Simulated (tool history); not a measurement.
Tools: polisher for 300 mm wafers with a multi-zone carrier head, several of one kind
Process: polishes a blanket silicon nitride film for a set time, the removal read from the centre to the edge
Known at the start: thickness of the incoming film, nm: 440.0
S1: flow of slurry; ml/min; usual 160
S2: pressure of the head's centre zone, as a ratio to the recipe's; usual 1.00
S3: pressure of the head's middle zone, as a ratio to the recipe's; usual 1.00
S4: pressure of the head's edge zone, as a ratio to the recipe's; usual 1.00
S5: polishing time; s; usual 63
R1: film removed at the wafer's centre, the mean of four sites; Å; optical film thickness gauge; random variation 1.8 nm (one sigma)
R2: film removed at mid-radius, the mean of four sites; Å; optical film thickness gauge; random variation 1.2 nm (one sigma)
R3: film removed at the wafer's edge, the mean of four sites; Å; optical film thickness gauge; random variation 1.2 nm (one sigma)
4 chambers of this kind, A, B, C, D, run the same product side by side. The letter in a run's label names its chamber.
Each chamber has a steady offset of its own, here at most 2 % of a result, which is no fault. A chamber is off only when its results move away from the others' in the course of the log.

run    day   S1    S2    S3    S4  S5      R1      R2      R3
 1B  0.296  160  1.00  1.00  1.00  63  1656.8  1688.6  1710.2
 2C  0.500  160  1.00  1.00  1.00  63  1665.3  1673.0  1688.7
 3D  0.758  160  1.00  1.00  1.00  63  1688.3  1707.0  1669.2
     0.900  -- chamber C: worn pad replaced by a new one
 4A  1.038  160  1.00  1.00  1.00  63  1684.0  1679.6  1694.5
     1.271  -- chamber B: centre zone pressure recalibrated
 5D  1.292  160  1.00  1.00  1.00  63  1681.6  1688.0  1675.6
 6C  1.483  160  1.00  1.00  1.00  63  1679.2  1655.7  1692.0
     1.729  -- chamber A: worn pad replaced by a new one
 7B  1.746  160  1.00  1.00  1.00  63  1646.6  1692.2  1693.8
 8A  1.996  160  1.04  1.00  1.00  63  1744.1  1689.3  1709.1
     2.046  -- chamber B: slurry nozzle cleaned
 9B  2.138  160  1.04  1.00  1.00  63  1704.3  1676.7  1701.3
10C  2.279  160  1.04  1.00  1.00  63  1753.1  1670.7  1671.5
11A  2.512  160  1.04  1.00  1.00  63  1756.1  1684.2  1695.9
12D  2.696  160  1.00  1.00  1.00  63  1658.8  1662.7  1642.5
13D  2.958  160  1.00  1.00  1.00  63  1654.4  1650.2  1650.8
14A  3.175  160  1.11  0.93  1.00  63  1892.2  1562.0  1681.6
15B  3.458  160  1.11  0.93  1.00  63  1851.7  1575.9  1707.7
16C  3.625  160  1.11  0.93  1.00  63  1856.2  1556.9  1670.3
17C  3.892  160  1.11  0.93  1.00  63  1866.4  1562.5  1674.5
     4.100  -- chamber C: worn pad replaced by a new one
18B  4.150  195  1.00  1.00  1.00  63  1735.8  1741.1  1715.8
     4.283  -- chamber D: worn pad replaced by a new one
19A  4.292  195  1.00  1.00  1.00  63  1739.0  1756.0  1741.4
     4.371  -- chamber B: worn pad replaced by a new one
20D  4.492  195  1.00  1.00  1.00  63  1703.8  1685.2  1668.7
     4.617  -- chamber C: slurry nozzle cleaned
21A  4.629  195  1.00  1.00  1.00  63  1777.5  1735.7  1737.6
     4.642  -- chamber D: centre zone pressure recalibrated
     4.921  -- chamber B: edge zone pressure recalibrated
22B  4.929  130  1.00  1.00  1.00  70  1768.5  1789.1  1834.2
23C  5.067  130  1.00  1.00  1.00  70  1737.5  1763.9  1808.5
24D  5.342  130  1.00  1.00  1.00  70  1636.4  1707.5  1758.7
25A  5.592  130  1.00  1.00  1.00  70  1825.7  1795.2  1839.7
26D  5.758  160  1.00  1.00  1.00  63  1609.3  1599.7  1605.7
27C  5.900  160  1.00  1.00  1.00  63  1645.7  1674.7  1702.3
28B  6.154  160  1.00  1.00  1.00  63  1631.2  1668.4  1715.0
     6.250  -- chamber A: worn pad replaced by a new one
29B  6.333  160  0.96  1.00  0.89  63  1609.3  1677.1  1620.1
30A  6.558  160  0.96  1.00  0.89  63  1608.3  1683.6  1613.4
31C  6.808  160  0.96  1.00  0.89  63  1614.9  1667.6  1602.6
32D  7.108  160  0.96  1.00  0.89  63  1518.3  1573.4  1492.9
33A  7.342  160  1.00  1.00  1.00  63  1700.9  1666.2  1684.6
     7.421  -- chamber C: worn pad replaced by a new one
34C  7.633  160  1.00  1.00  1.00  63  1657.9  1682.6  1678.2
35B  7.912  160  1.00  1.00  1.00  63  1655.2  1695.3  1695.0
36D  8.083  160  1.00  1.00  1.00  63  1509.5  1528.7  1557.0
     8.304  -- chamber D: worn pad replaced by a new one
37C  8.375  160  0.88  1.00  0.95  63  1444.5  1695.7  1652.0
38D  8.646  160  0.88  1.00  0.95  63  1283.8  1536.7  1539.6
39B  8.896  160  0.88  1.00  0.95  63  1444.0  1687.5  1663.3
40A  9.075  160  0.88  1.00  0.95  63  1469.6  1679.0  1661.3

Is one chamber off against the others, does the gauge drift, or is nothing wrong? If a chamber is off, say which, and what the likeliest cause is.

Chamber D drifts away from the others.
Cause: slurry flow missing at the pad, % = 39.4.

Here are 4 candidates for chamber D's next run, each the usual settings with a change, their results left as question marks. Which one brings its results back in line with what the others give on the usual settings?
In line means no further than this from the other chambers' mean on the usual settings: R1 61.0 Å; R2 41.0 Å; R3 41.0 Å
41D-1  9.292  150  0.97  0.98  1.02  54   ?   ?   ?
41D-2  9.292  165  1.02  1.01  0.99  69   ?   ?   ?
41D-3  9.292  155  0.98  0.99  1.01  58   ?   ?   ?
41D-4  9.292  175  1.04  1.01  0.98  73   ?   ?   ?

The other chambers' mean on the usual settings: R1 1671.2 Å; R2 1679.1 Å; R3 1692.5 Å
  run      R1      R2      R3
41D-1  1201.6  1252.5  1328.9
41D-2  1676.9  1691.7  1702.6
41D-3  1320.5  1371.4  1429.2
41D-4  1846.2  1818.3  1811.5
41D-2 brings the chamber back in line.

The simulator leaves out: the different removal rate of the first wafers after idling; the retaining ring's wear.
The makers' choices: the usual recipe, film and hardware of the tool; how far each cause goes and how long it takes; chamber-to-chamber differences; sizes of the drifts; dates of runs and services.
